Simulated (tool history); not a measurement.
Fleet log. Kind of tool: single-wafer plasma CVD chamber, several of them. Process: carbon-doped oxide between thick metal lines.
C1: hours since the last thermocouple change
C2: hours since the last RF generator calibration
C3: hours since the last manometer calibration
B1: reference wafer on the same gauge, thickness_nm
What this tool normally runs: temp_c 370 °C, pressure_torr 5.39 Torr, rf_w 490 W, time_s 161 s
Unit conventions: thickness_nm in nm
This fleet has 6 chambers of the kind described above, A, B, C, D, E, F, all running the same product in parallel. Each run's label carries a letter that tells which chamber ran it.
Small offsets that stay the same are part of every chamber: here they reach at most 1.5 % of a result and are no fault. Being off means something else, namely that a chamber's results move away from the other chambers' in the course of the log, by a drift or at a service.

{"run": "1A", "hour": 4.7, "temp_c": 370, "pressure_torr": 5.39, "rf_w": 490, "time_s": 161, "C1": 113.8, "C2": 838.7, "C3": 723.7, "B1": 732.42, "thickness_nm": 771.94}
{"run": "2F", "hour": 9.5, "temp_c": 370, "pressure_torr": 5.39, "rf_w": 490, "time_s": 161, "C1": 711.2, "C2": 594.7, "C3": 1005.6, "B1": 732.29, "thickness_nm": 776.11}
{"run": "3E", "hour": 15.7, "temp_c": 370, "pressure_torr": 5.39, "rf_w": 490, "time_s": 161, "C1": 2094.8, "C2": 28.2, "C3": 1383.5, "B1": 731.88, "thickness_nm": 776.89}
{"run": "4B", "hour": 22.4, "temp_c": 370, "pressure_torr": 5.39, "rf_w": 490, "time_s": 161, "C1": 1129.4, "C2": 2181.8, "C3": 915.1, "B1": 732.17, "thickness_nm": 767.22}
{"run": "5C", "hour": 28.7, "temp_c": 370, "pressure_torr": 5.39, "rf_w": 490, "time_s": 161, "C1": 1795.4, "C2": 783.8, "C3": 894.8, "B1": 731.44, "thickness_nm": 767.31}
{"run": "6D", "hour": 38.0, "temp_c": 370, "pressure_torr": 5.39, "rf_w": 490, "time_s": 161, "C1": 403.1, "C2": 787.4, "C3": 586.8, "B1": 732.46, "thickness_nm": 768.95}
{"run": "7B", "hour": 45.1, "temp_c": 370, "pressure_torr": 5.39, "rf_w": 490, "time_s": 161, "C1": 1152.1, "C2": 2204.5, "C3": 937.8, "B1": 731.53, "thickness_nm": 769.44}
{"run": "8A", "hour": 53.2, "temp_c": 370, "pressure_torr": 5.39, "rf_w": 490, "time_s": 161, "C1": 162.3, "C2": 887.2, "C3": 772.2, "B1": 731.61, "thickness_nm": 772.4}
{"run": "9F", "hour": 62.1, "temp_c": 370, "pressure_torr": 5.39, "rf_w": 490, "time_s": 161, "C1": 763.8, "C2": 647.3, "C3": 1058.2, "B1": 731.99, "thickness_nm": 773.08}
{"run": "10E", "hour": 71.0, "temp_c": 370, "pressure_torr": 5.39, "rf_w": 490, "time_s": 161, "C1": 2150.1, "C2": 83.5, "C3": 1438.8, "B1": 731.8, "thickness_nm": 784.3}
{"run": "11C", "hour": 80.0, "temp_c": 370, "pressure_torr": 5.39, "rf_w": 490, "time_s": 161, "C1": 1846.7, "C2": 835.1, "C3": 946.1, "B1": 731.82, "thickness_nm": 775.08}
{"run": "12D", "hour": 85.4, "temp_c": 370, "pressure_torr": 5.39, "rf_w": 490, "time_s": 161, "C1": 450.5, "C2": 834.8, "C3": 634.2, "B1": 732.47, "thickness_nm": 779.72}
{"run": "13F", "hour": 93.0, "temp_c": 356, "pressure_torr": 5.39, "rf_w": 490, "time_s": 175, "C1": 794.7, "C2": 678.2, "C3": 1089.1, "B1": 732.71, "thickness_nm": 865.34}
{"run": "14B", "hour": 103.0, "temp_c": 356, "pressure_torr": 5.39, "rf_w": 490, "time_s": 175, "C1": 1210.0, "C2": 2262.4, "C3": 995.7, "B1": 732.1, "thickness_nm": 860.22}
{"run": "15A", "hour": 108.9, "temp_c": 356, "pressure_torr": 5.39, "rf_w": 490, "time_s": 175, "C1": 218.0, "C2": 942.9, "C3": 827.9, "B1": 732.29, "thickness_nm": 857.99}
{"run": "16E", "hour": 115.7, "temp_c": 356, "pressure_torr": 5.39, "rf_w": 490, "time_s": 175, "C1": 2194.8, "C2": 128.2, "C3": 1483.5, "B1": 732.39, "thickness_nm": 876.5}
{"run": "17D", "hour": 120.3, "temp_c": 356, "pressure_torr": 5.39, "rf_w": 490, "time_s": 175, "C1": 485.4, "C2": 869.7, "C3": 669.1, "B1": 731.18, "thickness_nm": 860.45}
{"run": "18C", "hour": 125.0, "temp_c": 356, "pressure_torr": 5.39, "rf_w": 490, "time_s": 175, "C1": 1891.7, "C2": 880.1, "C3": 991.1, "B1": 732.3, "thickness_nm": 860.44}
{"run": "19C", "hour": 129.8, "temp_c": 370, "pressure_torr": 5.39, "rf_w": 490, "time_s": 161, "C1": 1896.5, "C2": 884.9, "C3": 995.9, "B1": 732.18, "thickness_nm": 769.48}
{"run": "20F", "hour": 137.3, "temp_c": 370, "pressure_torr": 5.39, "rf_w": 490, "time_s": 161, "C1": 839.0, "C2": 722.5, "C3": 1133.4, "B1": 731.99, "thickness_nm": 775.33}
{"run": "21A", "hour": 144.7, "temp_c": 370, "pressure_torr": 5.39, "rf_w": 490, "time_s": 161, "C1": 253.8, "C2": 978.7, "C3": 863.7, "B1": 732.8, "thickness_nm": 761.02}
{"run": "22E", "hour": 152.3, "temp_c": 370, "pressure_torr": 5.39, "rf_w": 490, "time_s": 161, "C1": 2231.4, "C2": 164.8, "C3": 1520.1, "B1": 733.47, "thickness_nm": 790.59}
{"run": "23D", "hour": 160.9, "temp_c": 370, "pressure_torr": 5.39, "rf_w": 490, "time_s": 161, "C1": 526.0, "C2": 910.3, "C3": 709.7, "B1": 731.85, "thickness_nm": 776.85}
{"run": "24B", "hour": 165.6, "temp_c": 370, "pressure_torr": 5.39, "rf_w": 490, "time_s": 161, "C1": 1272.6, "C2": 2325.0, "C3": 1058.3, "B1": 732.11, "thickness_nm": 764.78}
{"run": "25B", "hour": 171.4, "temp_c": 370, "pressure_torr": 5.39, "rf_w": 490, "time_s": 161, "C1": 1278.4, "C2": 2330.8, "C3": 1064.1, "B1": 731.37, "thickness_nm": 772.99}
{"run": "26F", "hour": 179.5, "temp_c": 370, "pressure_torr": 5.39, "rf_w": 490, "time_s": 161, "C1": 881.2, "C2": 764.7, "C3": 1175.6, "B1": 731.02, "thickness_nm": 769.09}
{"run": "27D", "hour": 185.6, "temp_c": 370, "pressure_torr": 5.39, "rf_w": 490, "time_s": 161, "C1": 550.7, "C2": 935.0, "C3": 734.4, "B1": 732.36, "thickness_nm": 772.53}
{"run": "28E", "hour": 190.6, "temp_c": 370, "pressure_torr": 5.39, "rf_w": 490, "time_s": 161, "C1": 2269.7, "C2": 203.1, "C3": 1558.4, "B1": 732.29, "thickness_nm": 790.94}
{"run": "29A", "hour": 196.7, "temp_c": 370, "pressure_torr": 5.39, "rf_w": 490, "time_s": 161, "C1": 305.8, "C2": 1030.7, "C3": 915.7, "B1": 732.21, "thickness_nm": 753.57}
{"run": "30C", "hour": 202.5, "temp_c": 370, "pressure_torr": 5.39, "rf_w": 490, "time_s": 161, "C1": 1969.2, "C2": 957.6, "C3": 1068.6, "B1": 732.15, "thickness_nm": 767.82}
{"run": "31E", "hour": 213.1, "temp_c": 370, "pressure_torr": 5.39, "rf_w": 490, "time_s": 161, "C1": 2292.2, "C2": 225.6, "C3": 1580.9, "B1": 732.49, "thickness_nm": 782.9}
{"run": "32B", "hour": 223.4, "temp_c": 370, "pressure_torr": 5.39, "rf_w": 490, "time_s": 161, "C1": 1330.4, "C2": 2382.8, "C3": 1116.1, "B1": 731.63, "thickness_nm": 776.27}
{"run": "33C", "hour": 229.4, "temp_c": 370, "pressure_torr": 5.39, "rf_w": 490, "time_s": 161, "C1": 1996.1, "C2": 984.5, "C3": 1095.5, "B1": 732.27, "thickness_nm": 772.19}
{"run": "34D", "hour": 237.1, "temp_c": 370, "pressure_torr": 5.39, "rf_w": 490, "time_s": 161, "C1": 602.2, "C2": 986.5, "C3": 785.9, "B1": 731.17, "thickness_nm": 776.95}
{"run": "35F", "hour": 245.0, "temp_c": 370, "pressure_torr": 5.39, "rf_w": 490, "time_s": 161, "C1": 946.7, "C2": 830.2, "C3": 1241.1, "B1": 731.88, "thickness_nm": 765.53}
{"run": "36A", "hour": 254.2, "temp_c": 370, "pressure_torr": 5.39, "rf_w": 490, "time_s": 161, "C1": 363.3, "C2": 1088.2, "C3": 973.2, "B1": 732.5, "thickness_nm": 739.03}
{"run": "37A", "hour": 263.0, "temp_c": 370, "pressure_torr": 5.39, "rf_w": 490, "time_s": 161, "C1": 372.1, "C2": 1097.0, "C3": 982.0, "B1": 731.47, "thickness_nm": 746.69}
{"run": "38E", "hour": 269.1, "temp_c": 370, "pressure_torr": 5.39, "rf_w": 490, "time_s": 161, "C1": 2348.2, "C2": 281.6, "C3": 1636.9, "B1": 732.14, "thickness_nm": 778.4}
{"run": "39D", "hour": 274.6, "temp_c": 370, "pressure_torr": 5.39, "rf_w": 490, "time_s": 161, "C1": 639.7, "C2": 1024.0, "C3": 823.4, "B1": 731.5, "thickness_nm": 767.65}
{"run": "40B", "hour": 281.9, "temp_c": 370, "pressure_torr": 5.39, "rf_w": 490, "time_s": 161, "C1": 1388.9, "C2": 2441.3, "C3": 1174.6, "B1": 731.99, "thickness_nm": 766.33}
{"run": "41F", "hour": 289.8, "temp_c": 370, "pressure_torr": 5.39, "rf_w": 490, "time_s": 161, "C1": 991.5, "C2": 875.0, "C3": 1285.9, "B1": 731.47, "thickness_nm": 771.86}
{"run": "42C", "hour": 297.5, "temp_c": 370, "pressure_torr": 5.39, "rf_w": 490, "time_s": 161, "C1": 2064.2, "C2": 1052.6, "C3": 1163.6, "B1": 730.64, "thickness_nm": 777.1}
{"run": "43D", "hour": 302.5, "temp_c": 370, "pressure_torr": 5.39, "rf_w": 490, "time_s": 161, "C1": 667.6, "C2": 1051.9, "C3": 851.3, "B1": 732.11, "thickness_nm": 777.6}
{"run": "44A", "hour": 308.4, "temp_c": 370, "pressure_torr": 5.39, "rf_w": 490, "time_s": 161, "C1": 417.5, "C2": 1142.4, "C3": 1027.4, "B1": 732.27, "thickness_nm": 730.5}

Predict what each chamber gives when all 6 of them run the settings below next.
{"run": "45A", "hour": 316.1, "temp_c": 370, "pressure_torr": 5.39, "rf_w": 490, "time_s": 161, "thickness_nm": "?"}
{"run": "45B", "hour": 316.1, "temp_c": 370, "pressure_torr": 5.39, "rf_w": 490, "time_s": 161, "thickness_nm": "?"}
{"run": "45C", "hour": 316.1, "temp_c": 370, "pressure_torr": 5.39, "rf_w": 490, "time_s": 161, "thickness_nm": "?"}
{"run": "45D", "hour": 316.1, "temp_c": 370, "pressure_torr": 5.39, "rf_w": 490, "time_s": 161, "thickness_nm": "?"}
{"run": "45E", "hour": 316.1, "temp_c": 370, "pressure_torr": 5.39, "rf_w": 490, "time_s": 161, "thickness_nm": "?"}
{"run": "45F", "hour": 316.1, "temp_c": 370, "pressure_torr": 5.39, "rf_w": 490, "time_s": 161, "thickness_nm": "?"}

run=45A thickness_nm=727.56
run=45B thickness_nm=765.74
run=45C thickness_nm=760.91
run=45D thickness_nm=773.81
run=45E thickness_nm=787.57
run=45F thickness_nm=777.91

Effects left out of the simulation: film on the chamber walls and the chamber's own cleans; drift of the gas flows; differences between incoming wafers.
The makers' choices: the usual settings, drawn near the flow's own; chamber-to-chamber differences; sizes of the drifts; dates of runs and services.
